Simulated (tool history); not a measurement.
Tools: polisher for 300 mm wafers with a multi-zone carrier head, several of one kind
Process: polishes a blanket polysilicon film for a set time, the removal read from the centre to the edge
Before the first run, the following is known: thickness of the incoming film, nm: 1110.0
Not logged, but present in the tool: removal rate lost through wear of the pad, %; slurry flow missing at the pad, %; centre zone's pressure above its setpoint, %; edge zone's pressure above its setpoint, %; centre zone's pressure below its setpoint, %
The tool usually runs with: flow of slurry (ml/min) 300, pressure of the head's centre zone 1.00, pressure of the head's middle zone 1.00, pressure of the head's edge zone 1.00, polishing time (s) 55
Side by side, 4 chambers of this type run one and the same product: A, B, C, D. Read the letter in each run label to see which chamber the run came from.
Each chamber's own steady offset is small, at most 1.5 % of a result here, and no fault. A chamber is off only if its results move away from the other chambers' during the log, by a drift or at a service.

run,hour,flow of slurry (ml/min),pressure of the head's centre zone,pressure of the head's middle zone,pressure of the head's edge zone,polishing time (s),wafers polished on this pad,hours since the slurry nozzle was cleaned,hours since the centre zone pressure was calibrated,hours since the edge zone pressure was calibrated,film removed at the wafer's centre (Å),film removed at mid-radius (Å),film removed at the wafer's edge (Å)
1D,7.8,300,1.00,1.00,1.00,55,787,138.9,200.8,503.8,2582.3,2550.4,2530.2
2A,16.4,300,1.00,1.00,1.00,55,191,398.0,297.0,117.6,2614.0,2592.4,2608.2
# hour 17.7: chamber D: worn pad replaced by a new one
# hour 20.1: chamber B: worn pad replaced by a new one
# hour 27.4: chamber B: edge zone pressure recalibrated
3B,28.3,300,1.00,1.00,1.00,55,92,68.6,349.2,0.9,2619.1,2626.9,2544.2
4C,39.7,300,1.00,1.00,1.00,55,1400,287.1,91.3,362.9,2572.3,2572.4,2587.9
# hour 42.8: chamber C: worn pad replaced by a new one
5C,49.1,300,1.00,1.00,1.00,55,70,296.5,100.7,372.3,2594.7,2626.4,2571.7
6D,60.0,300,0.89,1.07,1.00,55,471,191.1,253.0,556.0,2267.6,2761.6,2545.2
7B,69.9,300,0.89,1.07,1.00,55,556,110.2,390.8,42.5,2281.1,2849.6,2571.0
8A,79.1,300,0.89,1.07,1.00,55,890,460.7,359.7,180.3,2313.0,2801.5,2553.2
# hour 82.5: chamber D: slurry nozzle cleaned
9B,88.3,300,0.89,1.07,1.00,55,761,128.6,409.2,60.9,2261.8,2777.2,2576.5
# hour 92.0: chamber D: worn pad replaced by a new one
10C,95.8,300,1.00,1.00,1.00,55,591,343.2,147.4,419.0,2602.8,2628.8,2598.4
# hour 97.4: chamber A: slurry nozzle cleaned
# hour 102.8: chamber B: worn pad replaced by a new one
11D,105.2,300,0.91,1.00,1.08,55,147,22.8,298.2,601.2,2304.0,2550.0,2669.0
# hour 110.8: chamber A: centre zone pressure recalibrated
12A,118.5,300,0.91,1.00,1.08,55,1330,21.2,7.7,219.7,2447.5,2631.7,2720.6
13A,125.7,300,0.91,1.00,1.08,55,1410,28.4,14.9,226.9,2437.3,2641.9,2681.7
# hour 130.5: chamber A: worn pad replaced by a new one
14B,133.6,300,0.91,1.00,1.08,55,344,173.9,454.5,106.2,2332.2,2661.5,2704.6
15C,143.9,300,1.00,1.00,1.00,55,1128,391.3,195.5,467.1,2562.9,2509.8,2588.7
16D,150.2,300,1.00,1.00,1.00,55,649,67.8,343.2,646.2,2581.3,2538.4,2576.0
17B,156.7,300,1.00,1.00,1.00,55,601,197.0,477.6,129.3,2543.4,2609.1,2567.9
# hour 157.0: chamber C: worn pad replaced by a new one
# hour 161.1: chamber B: centre zone pressure recalibrated
18D,167.9,300,1.00,1.00,1.00,55,847,85.5,360.9,663.9,2597.8,2590.8,2557.4
# hour 177.0: chamber B: worn pad replaced by a new one
# hour 177.1: chamber D: worn pad replaced by a new one
19C,180.9,300,1.00,1.00,1.00,55,267,428.3,232.5,504.1,2579.4,2577.6,2594.9
# hour 187.7: chamber D: centre zone pressure recalibrated
20A,190.0,300,1.00,1.00,1.00,55,663,92.7,79.2,291.2,2714.9,2544.3,2619.3
# hour 195.8: chamber C: slurry nozzle cleaned
21B,201.8,300,1.00,1.00,1.00,55,276,242.1,40.7,174.4,2578.1,2643.8,2544.5
22A,214.8,300,1.00,1.00,1.00,55,940,117.5,104.0,316.0,2740.9,2498.8,2612.3
23C,223.0,300,1.00,1.00,1.00,55,737,27.3,274.6,546.2,2598.4,2623.8,2537.8
24D,230.8,300,1.00,1.00,1.00,55,599,148.4,43.1,726.8,2602.9,2618.0,2560.7
25C,240.0,300,1.00,1.00,1.00,55,926,44.3,291.6,563.2,2590.4,2534.6,2610.4
26B,246.6,300,1.00,1.00,1.00,55,776,286.9,85.5,219.2,2548.6,2554.7,2552.6

All 4 chambers run these settings next. Forecast each chamber's results:
27A,256.2,300,1.00,1.09,1.00,55,,,,,?,?,?
27B,256.2,300,1.00,1.09,1.00,55,,,,,?,?,?
27C,256.2,300,1.00,1.09,1.00,55,,,,,?,?,?
27D,256.2,300,1.00,1.09,1.00,55,,,,,?,?,?

run,film removed at the wafer's centre (Å),film removed at mid-radius (Å),film removed at the wafer's edge (Å)
27A,2694.2,2807.1,2602.6
27B,2593.4,2841.1,2570.8
27C,2596.7,2780.4,2533.4
27D,2618.6,2798.5,2531.4

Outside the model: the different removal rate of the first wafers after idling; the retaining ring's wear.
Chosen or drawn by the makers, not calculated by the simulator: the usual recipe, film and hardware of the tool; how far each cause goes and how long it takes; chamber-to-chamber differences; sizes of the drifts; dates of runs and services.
